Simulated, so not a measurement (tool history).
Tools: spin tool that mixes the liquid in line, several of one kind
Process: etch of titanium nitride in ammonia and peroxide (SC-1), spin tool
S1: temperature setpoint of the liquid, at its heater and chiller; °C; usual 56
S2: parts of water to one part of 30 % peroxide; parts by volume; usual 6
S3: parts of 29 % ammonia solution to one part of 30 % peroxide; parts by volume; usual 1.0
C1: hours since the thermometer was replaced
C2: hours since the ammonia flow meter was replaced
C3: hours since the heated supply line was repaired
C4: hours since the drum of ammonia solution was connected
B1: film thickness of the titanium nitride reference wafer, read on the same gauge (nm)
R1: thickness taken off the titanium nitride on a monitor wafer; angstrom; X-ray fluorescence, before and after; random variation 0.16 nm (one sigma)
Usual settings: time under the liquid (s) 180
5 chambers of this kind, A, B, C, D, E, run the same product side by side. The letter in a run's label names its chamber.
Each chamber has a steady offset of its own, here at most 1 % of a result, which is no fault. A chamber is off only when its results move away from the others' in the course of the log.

{"run": "1C", "day": 0.1, "S1": 56, "S2": 6, "S3": 1.0, "time under the liquid (s)": 180, "C1": 199.7, "C2": 180.0, "C3": 682.5, "C4": 47.3, "B1": 90.014, "R1": 182.47}
{"run": "2B", "day": 0.196, "S1": 56, "S2": 6, "S3": 1.0, "time under the liquid (s)": 180, "C1": 1363.9, "C2": 2136.5, "C3": 1153.8, "C4": 21.0, "B1": 90.003, "R1": 184.73}
{"run": "3A", "day": 0.308, "S1": 56, "S2": 6, "S3": 1.0, "time under the liquid (s)": 180, "C1": 315.2, "C2": 84.6, "C3": 324.1, "C4": 1008.6, "B1": 90.017, "R1": 183.95}
{"run": "4D", "day": 0.5, "S1": 56, "S2": 6, "S3": 1.0, "time under the liquid (s)": 180, "C1": 1482.7, "C2": 1036.3, "C3": 602.0, "C4": 83.5, "B1": 90.006, "R1": 184.81}
{"run": "5E", "day": 0.692, "S1": 56, "S2": 6, "S3": 1.0, "time under the liquid (s)": 180, "C1": 1323.0, "C2": 1840.5, "C3": 1301.4, "C4": 799.8, "B1": 90.005, "R1": 186.12}
{"run": "6A", "day": 0.788, "S1": 56, "S2": 6, "S3": 1.0, "time under the liquid (s)": 180, "C1": 326.7, "C2": 96.1, "C3": 335.6, "C4": 1020.1, "B1": 89.984, "R1": 182.38}
{"run": "7D", "day": 0.883, "S1": 56, "S2": 6, "S3": 0.8, "time under the liquid (s)": 180, "C1": 1491.9, "C2": 1045.5, "C3": 611.2, "C4": 92.7, "B1": 89.99, "R1": 175.97}
{"run": "8E", "day": 1.058, "S1": 56, "S2": 6, "S3": 0.8, "time under the liquid (s)": 180, "C1": 1331.8, "C2": 1849.3, "C3": 1310.2, "C4": 808.6, "B1": 90.008, "R1": 179.56}
{"run": "9B", "day": 1.225, "S1": 56, "S2": 6, "S3": 0.8, "time under the liquid (s)": 180, "C1": 1388.6, "C2": 2161.2, "C3": 1178.5, "C4": 45.7, "B1": 90.032, "R1": 177.4}
{"run": "10C", "day": 1.329, "S1": 56, "S2": 6, "S3": 0.8, "time under the liquid (s)": 180, "C1": 229.2, "C2": 209.5, "C3": 712.0, "C4": 76.8, "B1": 90.014, "R1": 178.83}
{"run": "11A", "day": 1.454, "S1": 56, "S2": 6, "S3": 0.8, "time under the liquid (s)": 180, "C1": 342.7, "C2": 112.1, "C3": 351.6, "C4": 1036.1, "B1": 90.024, "R1": 177.01}
{"run": "12C", "day": 1.583, "S1": 56, "S2": 6, "S3": 1.0, "time under the liquid (s)": 180, "C1": 235.3, "C2": 215.6, "C3": 718.1, "C4": 82.9, "B1": 90.041, "R1": 182.61}
{"run": "13B", "day": 1.758, "S1": 56, "S2": 6, "S3": 1.0, "time under the liquid (s)": 180, "C1": 1401.4, "C2": 2174.0, "C3": 1191.3, "C4": 58.5, "B1": 90.027, "R1": 181.02}
{"run": "14D", "day": 1.938, "S1": 56, "S2": 6, "S3": 1.0, "time under the liquid (s)": 180, "C1": 1517.2, "C2": 1070.8, "C3": 636.5, "C4": 118.0, "B1": 89.964, "R1": 180.84}
{"run": "15E", "day": 2.112, "S1": 56, "S2": 6, "S3": 1.0, "time under the liquid (s)": 180, "C1": 1357.1, "C2": 1874.6, "C3": 1335.5, "C4": 833.9, "B1": 89.987, "R1": 181.37}
{"run": "16D", "day": 2.217, "S1": 56, "S2": 6, "S3": 1.0, "time under the liquid (s)": 180, "C1": 1523.9, "C2": 1077.5, "C3": 643.2, "C4": 124.7, "B1": 90.002, "R1": 184.87}
{"run": "17B", "day": 2.379, "S1": 48, "S2": 6, "S3": 1.2, "time under the liquid (s)": 180, "C1": 1416.3, "C2": 2188.9, "C3": 1206.2, "C4": 73.4, "B1": 89.965, "R1": 107.9}
{"run": "18C", "day": 2.558, "S1": 48, "S2": 6, "S3": 1.2, "time under the liquid (s)": 180, "C1": 258.7, "C2": 239.0, "C3": 741.5, "C4": 106.3, "B1": 90.02, "R1": 107.7}
{"run": "19A", "day": 2.738, "S1": 48, "S2": 6, "S3": 1.2, "time under the liquid (s)": 180, "C1": 373.5, "C2": 142.9, "C3": 382.4, "C4": 1066.9, "B1": 90.027, "R1": 106.59}
{"run": "20E", "day": 2.888, "S1": 48, "S2": 6, "S3": 1.2, "time under the liquid (s)": 180, "C1": 1375.7, "C2": 1893.2, "C3": 1354.1, "C4": 852.5, "B1": 90.022, "R1": 106.09}
{"run": "21A", "day": 3.033, "S1": 48, "S2": 6, "S3": 1.2, "time under the liquid (s)": 180, "C1": 380.6, "C2": 150.0, "C3": 389.5, "C4": 1074.0, "B1": 90.003, "R1": 106.23}
{"run": "22B", "day": 3.212, "S1": 56, "S2": 6, "S3": 1.0, "time under the liquid (s)": 180, "C1": 1436.3, "C2": 2208.9, "C3": 1226.2, "C4": 93.4, "B1": 90.005, "R1": 187.25}
{"day": 3.371, "done": "chamber E: new drum of ammonia solution connected"}
{"run": "23C", "day": 3.388, "S1": 56, "S2": 6, "S3": 1.0, "time under the liquid (s)": 180, "C1": 278.6, "C2": 258.9, "C3": 761.4, "C4": 126.2, "B1": 90.007, "R1": 183.46}
{"run": "24D", "day": 3.571, "S1": 56, "S2": 6, "S3": 1.0, "time under the liquid (s)": 180, "C1": 1556.4, "C2": 1110.0, "C3": 675.7, "C4": 157.2, "B1": 89.995, "R1": 180.99}
{"run": "25E", "day": 3.667, "S1": 56, "S2": 6, "S3": 1.0, "time under the liquid (s)": 180, "C1": 1394.4, "C2": 1911.9, "C3": 1372.8, "C4": 7.2, "B1": 90.006, "R1": 176.57}
{"run": "26E", "day": 3.783, "S1": 56, "S2": 6, "S3": 1.0, "time under the liquid (s)": 180, "C1": 1397.2, "C2": 1914.7, "C3": 1375.6, "C4": 10.0, "B1": 89.998, "R1": 177.19}
{"run": "27B", "day": 3.954, "S1": 56, "S2": 6, "S3": 1.0, "time under the liquid (s)": 180, "C1": 1454.1, "C2": 2226.7, "C3": 1244.0, "C4": 111.2, "B1": 89.98, "R1": 183.77}
{"run": "28A", "day": 4.054, "S1": 56, "S2": 6, "S3": 1.0, "time under the liquid (s)": 180, "C1": 405.1, "C2": 174.5, "C3": 414.0, "C4": 1098.5, "B1": 89.965, "R1": 180.41}
{"day": 4.188, "done": "chamber D: new drum of ammonia solution connected"}
{"run": "29D", "day": 4.238, "S1": 56, "S2": 6, "S3": 1.0, "time under the liquid (s)": 180, "C1": 1572.4, "C2": 1126.0, "C3": 691.7, "C4": 1.2, "B1": 89.998, "R1": 184.18}
{"run": "30C", "day": 4.329, "S1": 56, "S2": 6, "S3": 1.0, "time under the liquid (s)": 180, "C1": 301.2, "C2": 281.5, "C3": 784.0, "C4": 148.8, "B1": 89.986, "R1": 185.93}
{"run": "31A", "day": 4.438, "S1": 56, "S2": 6, "S3": 1.0, "time under the liquid (s)": 180, "C1": 414.3, "C2": 183.7, "C3": 423.2, "C4": 1107.7, "B1": 90.003, "R1": 185.05}
{"run": "32E", "day": 4.571, "S1": 56, "S2": 6, "S3": 1.0, "time under the liquid (s)": 180, "C1": 1416.1, "C2": 1933.6, "C3": 1394.5, "C4": 28.9, "B1": 89.988, "R1": 173.62}

All 5 chambers run these settings next. Forecast each chamber's results:
{"run": "33A", "day": 4.717, "S1": 56, "S2": 7, "S3": 1.0, "time under the liquid (s)": 180, "R1": "?"}
{"run": "33B", "day": 4.717, "S1": 56, "S2": 7, "S3": 1.0, "time under the liquid (s)": 180, "R1": "?"}
{"run": "33C", "day": 4.717, "S1": 56, "S2": 7, "S3": 1.0, "time under the liquid (s)": 180, "R1": "?"}
{"run": "33D", "day": 4.717, "S1": 56, "S2": 7, "S3": 1.0, "time under the liquid (s)": 180, "R1": "?"}
{"run": "33E", "day": 4.717, "S1": 56, "S2": 7, "S3": 1.0, "time under the liquid (s)": 180, "R1": "?"}

run=33A R1=170.01
run=33B R1=173.15
run=33C R1=172.00
run=33D R1=168.50
run=33E R1=160.17
